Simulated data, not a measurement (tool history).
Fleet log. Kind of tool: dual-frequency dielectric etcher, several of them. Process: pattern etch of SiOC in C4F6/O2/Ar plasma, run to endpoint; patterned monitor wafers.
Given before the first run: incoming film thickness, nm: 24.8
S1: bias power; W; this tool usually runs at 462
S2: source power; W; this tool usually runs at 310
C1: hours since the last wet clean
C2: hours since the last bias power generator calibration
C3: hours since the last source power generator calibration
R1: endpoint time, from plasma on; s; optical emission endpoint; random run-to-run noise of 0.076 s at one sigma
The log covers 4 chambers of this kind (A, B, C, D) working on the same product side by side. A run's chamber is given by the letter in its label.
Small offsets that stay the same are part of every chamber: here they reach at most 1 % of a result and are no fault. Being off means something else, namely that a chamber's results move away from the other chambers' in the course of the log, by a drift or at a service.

{"run": "1D", "hour": 10.6, "S1": 462, "S2": 310, "C1": 345, "C2": 4166, "C3": 2911.2, "R1": 9.4943}
{"run": "2A", "hour": 18.7, "S1": 462, "S2": 310, "C1": 233.5, "C2": 1300.6, "C3": 1746.4, "R1": 9.317}
{"run": "3B", "hour": 33.1, "S1": 462, "S2": 310, "C1": 226.3, "C2": 847.2, "C3": 1815.6, "R1": 9.526}
{"run": "4C", "hour": 45.6, "S1": 462, "S2": 310, "C1": 198.5, "C2": 786.3, "C3": 1409.5, "R1": 9.495}
{"run": "5D", "hour": 52.7, "S1": 372, "S2": 310, "C1": 387.1, "C2": 4208.1, "C3": 2953.3, "R1": 10.298}
{"run": "6B", "hour": 67.0, "S1": 372, "S2": 310, "C1": 260.2, "C2": 881.1, "C3": 1849.5, "R1": 10.24}
{"run": "7A", "hour": 78.0, "S1": 372, "S2": 310, "C1": 292.8, "C2": 1359.9, "C3": 1805.7, "R1": 10.275}
{"run": "8C", "hour": 86.4, "S1": 372, "S2": 310, "C1": 239.3, "C2": 827.1, "C3": 1450.3, "R1": 10.257}
{"run": "9D", "hour": 96.7, "S1": 462, "S2": 310, "C1": 431.1, "C2": 4252.1, "C3": 2997.3, "R1": 9.5686}
{"run": "10C", "hour": 105.5, "S1": 462, "S2": 310, "C1": 258.4, "C2": 846.2, "C3": 1469.4, "R1": 9.4972}
{"run": "11B", "hour": 117.7, "S1": 462, "S2": 310, "C1": 310.9, "C2": 931.8, "C3": 1900.2, "R1": 9.5319}
{"hour": 128.3, "done": "chamber D: bias power generator calibrated"}
{"run": "12A", "hour": 130.0, "S1": 462, "S2": 310, "C1": 344.8, "C2": 1411.9, "C3": 1857.7, "R1": 9.4194}
{"run": "13C", "hour": 139.7, "S1": 462, "S2": 310, "C1": 292.6, "C2": 880.4, "C3": 1503.6, "R1": 9.4948}
{"run": "14D", "hour": 152.8, "S1": 462, "S2": 310, "C1": 487.2, "C2": 24.6, "C3": 3053.4, "R1": 9.537}
{"run": "15A", "hour": 160.3, "S1": 462, "S2": 310, "C1": 375.1, "C2": 1442.2, "C3": 1888, "R1": 9.3966}
{"run": "16B", "hour": 173.3, "S1": 462, "S2": 310, "C1": 366.5, "C2": 987.4, "C3": 1955.8, "R1": 9.6348}
{"hour": 179.7, "done": "chamber D: wet clean of the chamber"}
{"run": "17D", "hour": 187.9, "S1": 462, "S2": 310, "C1": 8.3, "C2": 59.7, "C3": 3088.5, "R1": 9.8999}
{"run": "18A", "hour": 201.2, "S1": 389, "S2": 310, "C1": 416, "C2": 1483.1, "C3": 1928.9, "R1": 10.207}
{"run": "19B", "hour": 215.8, "S1": 389, "S2": 310, "C1": 409, "C2": 1029.9, "C3": 1998.3, "R1": 10.053}
{"run": "20C", "hour": 223.2, "S1": 389, "S2": 310, "C1": 376.1, "C2": 963.9, "C3": 1587.1, "R1": 10.147}
{"run": "21D", "hour": 231.4, "S1": 389, "S2": 310, "C1": 51.8, "C2": 103.2, "C3": 3132, "R1": 10.516}
{"run": "22A", "hour": 245.2, "S1": 462, "S2": 310, "C1": 460, "C2": 1527.1, "C3": 1972.9, "R1": 9.4589}
{"hour": 253.6, "done": "chamber B: wet clean of the chamber"}
{"run": "23B", "hour": 258.4, "S1": 462, "S2": 310, "C1": 4.9, "C2": 1072.5, "C3": 2040.9, "R1": 9.4688}
{"run": "24C", "hour": 268.7, "S1": 462, "S2": 310, "C1": 421.6, "C2": 1009.4, "C3": 1632.6, "R1": 9.4864}
{"run": "25A", "hour": 281.6, "S1": 462, "S2": 310, "C1": 496.4, "C2": 1563.5, "C3": 2009.3, "R1": 9.6668}
{"run": "26C", "hour": 292.7, "S1": 462, "S2": 310, "C1": 445.6, "C2": 1033.4, "C3": 1656.6, "R1": 9.6131}
{"hour": 298.2, "done": "chamber A: wet clean of the chamber"}
{"run": "27D", "hour": 305.2, "S1": 462, "S2": 310, "C1": 125.6, "C2": 177, "C3": 3205.8, "R1": 9.9722}
{"run": "28B", "hour": 314.6, "S1": 462, "S2": 310, "C1": 61.1, "C2": 1128.7, "C3": 2097.1, "R1": 9.3787}
{"run": "29A", "hour": 328.0, "S1": 353, "S2": 280, "C1": 29.8, "C2": 1609.9, "C3": 2055.7, "R1": 10.8}
{"run": "30C", "hour": 340.0, "S1": 353, "S2": 280, "C1": 492.9, "C2": 1080.7, "C3": 1703.9, "R1": 10.988}
{"run": "31D", "hour": 350.7, "S1": 353, "S2": 280, "C1": 171.1, "C2": 222.5, "C3": 3251.3, "R1": 11.416}
{"run": "32B", "hour": 362.9, "S1": 353, "S2": 280, "C1": 109.4, "C2": 1177, "C3": 2145.4, "R1": 10.783}
{"run": "33D", "hour": 374.4, "S1": 462, "S2": 310, "C1": 194.8, "C2": 246.2, "C3": 3275, "R1": 9.9528}
{"run": "34C", "hour": 382.2, "S1": 462, "S2": 310, "C1": 535.1, "C2": 1122.9, "C3": 1746.1, "R1": 9.5069}
{"run": "35B", "hour": 389.2, "S1": 462, "S2": 310, "C1": 135.7, "C2": 1203.3, "C3": 2171.7, "R1": 9.4185}
{"run": "36A", "hour": 398.2, "S1": 462, "S2": 310, "C1": 100, "C2": 1680.1, "C3": 2125.9, "R1": 9.4973}
{"run": "37B", "hour": 409.1, "S1": 462, "S2": 310, "C1": 155.6, "C2": 1223.2, "C3": 2191.6, "R1": 9.3512}

Each of the 4 chambers runs these same settings next. Fill in every chamber's results:
{"run": "38A", "hour": 419.6, "S1": 405, "S2": 310, "R1": "?"}
{"run": "38B", "hour": 419.6, "S1": 405, "S2": 310, "R1": "?"}
{"run": "38C", "hour": 419.6, "S1": 405, "S2": 310, "R1": "?"}
{"run": "38D", "hour": 419.6, "S1": 405, "S2": 310, "R1": "?"}

run=38A R1=9.947
run=38B R1=9.894
run=38C R1=10.042
run=38D R1=10.654
